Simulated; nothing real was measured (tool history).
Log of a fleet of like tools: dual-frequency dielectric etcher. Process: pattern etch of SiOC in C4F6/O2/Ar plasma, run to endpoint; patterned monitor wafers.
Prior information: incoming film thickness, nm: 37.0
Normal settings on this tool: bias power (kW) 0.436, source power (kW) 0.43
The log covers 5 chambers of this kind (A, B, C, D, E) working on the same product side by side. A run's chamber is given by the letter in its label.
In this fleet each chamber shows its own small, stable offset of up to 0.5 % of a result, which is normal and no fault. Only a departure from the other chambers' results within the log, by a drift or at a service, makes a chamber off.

run	hour	bias power (kW)	source power (kW)	endpoint time (s)
1C	5.8	0.436	0.43	12.748
2A	13	0.436	0.43	12.76
3D	21.6	0.436	0.43	12.737
4E	25.7	0.436	0.43	12.737
5B	32.6	0.436	0.43	12.791
6E	38.4	0.436	0.43	12.709
# hour 43.4: chamber E: wet clean of the chamber
7D	45.5	0.436	0.43	12.825
8B	51.9	0.436	0.43	12.759
9C	58.3	0.436	0.43	12.712
10A	62.6	0.491	0.32	13.515
11D	68.2	0.491	0.32	13.591
12A	75	0.491	0.32	13.553
13E	82.7	0.491	0.32	13.487
14C	87.4	0.491	0.32	13.572
15B	92.9	0.436	0.43	12.955
16D	96.7	0.436	0.43	12.78
17B	103.5	0.338	0.47	13.768
18A	109	0.338	0.47	13.433
19E	113.7	0.338	0.47	13.522
20C	117.8	0.338	0.47	13.506
21C	123.1	0.338	0.47	13.462
22E	131.4	0.436	0.47	12.288
23A	136	0.436	0.47	12.34
24D	139.7	0.436	0.47	12.266
25B	143.5	0.436	0.47	12.644
26B	151	0.436	0.47	12.637
27D	158.5	0.436	0.43	12.709
28C	166.2	0.436	0.43	12.675
29E	170.4	0.436	0.43	12.664
30A	176.9	0.436	0.43	12.627
31A	184.8	0.436	0.43	12.758
32E	193.2	0.436	0.43	12.679

Is one chamber out of step, is the gauge drifting, or do the chambers differ by no more than their own small offsets? For an off chamber, give its letter and the likeliest cause.

It is chamber B that slowly wanders off from its peers.
What lies behind it: etch rate under this chamber's usual, % = 3.69.

Below are 4 candidate recipes for chamber B's next run, each the usual settings with a change, their results shown as question marks. Which of them brings B's results back in line with what the other chambers give on the usual settings?
Allowed miss from the other chambers' usual-settings mean, per result, to count as in line: endpoint time (s) 0.16
33B-1	199.4	0.455	0.43	?
33B-2	199.4	0.436	0.39	?
33B-3	199.4	0.481	0.43	?
33B-4	199.4	0.427	0.42	?

Usual-settings mean across the other chambers: endpoint time (s) 12.733
run	endpoint time (s)
33B-1	13.007
33B-2	13.707
33B-3	12.74
33B-4	13.434
The answer is 33B-3, which returns the chamber to within the allowed miss of the others.
